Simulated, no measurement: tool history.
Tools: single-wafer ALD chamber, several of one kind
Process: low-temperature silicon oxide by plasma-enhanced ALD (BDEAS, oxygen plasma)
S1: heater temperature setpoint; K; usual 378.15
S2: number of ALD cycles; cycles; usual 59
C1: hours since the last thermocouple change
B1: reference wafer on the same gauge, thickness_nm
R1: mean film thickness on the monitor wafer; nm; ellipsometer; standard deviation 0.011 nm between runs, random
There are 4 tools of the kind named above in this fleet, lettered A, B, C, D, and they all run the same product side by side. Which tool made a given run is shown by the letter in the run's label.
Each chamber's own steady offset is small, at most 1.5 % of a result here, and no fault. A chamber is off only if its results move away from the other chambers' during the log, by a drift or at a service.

{"run": "1B", "hour": 7.8, "S1": 378.15, "S2": 59, "C1": 827.4, "B1": 8.2805, "R1": 8.3307}
{"run": "2D", "hour": 16.8, "S1": 378.15, "S2": 59, "C1": 804.1, "B1": 8.2814, "R1": 8.3279}
{"run": "3A", "hour": 28.2, "S1": 378.15, "S2": 59, "C1": 879.7, "B1": 8.2845, "R1": 8.321}
{"run": "4C", "hour": 36.0, "S1": 378.15, "S2": 59, "C1": 243.0, "B1": 8.2835, "R1": 8.2758}
{"run": "5C", "hour": 46.3, "S1": 378.15, "S2": 59, "C1": 253.3, "B1": 8.285, "R1": 8.2642}
{"run": "6B", "hour": 54.7, "S1": 378.15, "S2": 59, "C1": 874.3, "B1": 8.286, "R1": 8.3217}
{"run": "7A", "hour": 66.0, "S1": 378.15, "S2": 59, "C1": 917.5, "B1": 8.29, "R1": 8.3061}
{"run": "8D", "hour": 74.6, "S1": 373.15, "S2": 51, "C1": 861.9, "B1": 8.289, "R1": 7.2941}
{"run": "9C", "hour": 81.7, "S1": 373.15, "S2": 51, "C1": 288.7, "B1": 8.2915, "R1": 7.2253}
{"run": "10D", "hour": 89.5, "S1": 373.15, "S2": 51, "C1": 876.8, "B1": 8.2903, "R1": 7.3106}
{"run": "11B", "hour": 98.7, "S1": 373.15, "S2": 51, "C1": 918.3, "B1": 8.2927, "R1": 7.2597}
{"run": "12A", "hour": 109.9, "S1": 378.15, "S2": 59, "C1": 961.4, "B1": 8.2937, "R1": 8.3161}
{"run": "13C", "hour": 119.4, "S1": 378.15, "S2": 59, "C1": 326.4, "B1": 8.2941, "R1": 8.2791}
{"run": "14B", "hour": 133.8, "S1": 383.15, "S2": 59, "C1": 953.4, "B1": 8.2929, "R1": 8.2611}
{"run": "15D", "hour": 145.7, "S1": 383.15, "S2": 59, "C1": 933.0, "B1": 8.2964, "R1": 8.3074}
{"run": "16A", "hour": 154.0, "S1": 383.15, "S2": 59, "C1": 1005.5, "B1": 8.2971, "R1": 8.246}
{"run": "17C", "hour": 162.3, "S1": 383.15, "S2": 59, "C1": 369.3, "B1": 8.2973, "R1": 8.2199}
{"run": "18D", "hour": 175.6, "S1": 378.15, "S2": 59, "C1": 962.9, "B1": 8.3017, "R1": 8.3656}
{"run": "19B", "hour": 185.9, "S1": 378.15, "S2": 63, "C1": 1005.5, "B1": 8.3026, "R1": 8.903}
{"run": "20A", "hour": 200.0, "S1": 378.15, "S2": 63, "C1": 1051.5, "B1": 8.3061, "R1": 8.8849}
{"run": "21C", "hour": 213.3, "S1": 378.15, "S2": 63, "C1": 420.3, "B1": 8.3051, "R1": 8.8482}
{"run": "22B", "hour": 226.4, "S1": 378.15, "S2": 63, "C1": 1046.0, "B1": 8.3047, "R1": 8.9111}
{"run": "23A", "hour": 238.8, "S1": 391.15, "S2": 54, "C1": 1090.3, "B1": 8.3081, "R1": 7.4353}
{"run": "24D", "hour": 250.3, "S1": 391.15, "S2": 54, "C1": 1037.6, "B1": 8.3105, "R1": 7.4803}
{"hour": 255.1, "done": "chamber B: thermocouple changed; heater temperature recalibrated"}
{"run": "25C", "hour": 262.1, "S1": 391.15, "S2": 54, "C1": 469.1, "B1": 8.3115, "R1": 7.4196}
{"run": "26D", "hour": 276.1, "S1": 391.15, "S2": 54, "C1": 1063.4, "B1": 8.3116, "R1": 7.4959}
{"run": "27B", "hour": 287.4, "S1": 378.15, "S2": 59, "C1": 32.3, "B1": 8.3147, "R1": 8.3501}
{"hour": 293.5, "done": "chamber A: thermocouple changed; heater temperature recalibrated"}
{"run": "28A", "hour": 298.5, "S1": 378.15, "S2": 59, "C1": 5.0, "B1": 8.316, "R1": 8.3271}
{"run": "29B", "hour": 305.5, "S1": 378.15, "S2": 59, "C1": 50.4, "B1": 8.3185, "R1": 8.3557}
{"run": "30A", "hour": 316.3, "S1": 378.15, "S2": 59, "C1": 22.8, "B1": 8.3169, "R1": 8.3196}
{"run": "31C", "hour": 327.0, "S1": 378.15, "S2": 59, "C1": 534.0, "B1": 8.3186, "R1": 8.2906}
{"run": "32D", "hour": 336.5, "S1": 378.15, "S2": 59, "C1": 1123.8, "B1": 8.3199, "R1": 8.3764}
{"run": "33C", "hour": 350.7, "S1": 378.15, "S2": 59, "C1": 557.7, "B1": 8.3217, "R1": 8.294}
{"run": "34A", "hour": 357.9, "S1": 378.15, "S2": 53, "C1": 64.4, "B1": 8.3222, "R1": 7.5059}

One chamber off, gauge drift, or nothing amiss beyond the chambers' own small offsets? If it is a chamber, which one, and what is the likeliest cause?

The gauge drifts, so all chambers seem to drift together. No chamber is off.
What lies behind it: gauge reads high (%) = 0.535.
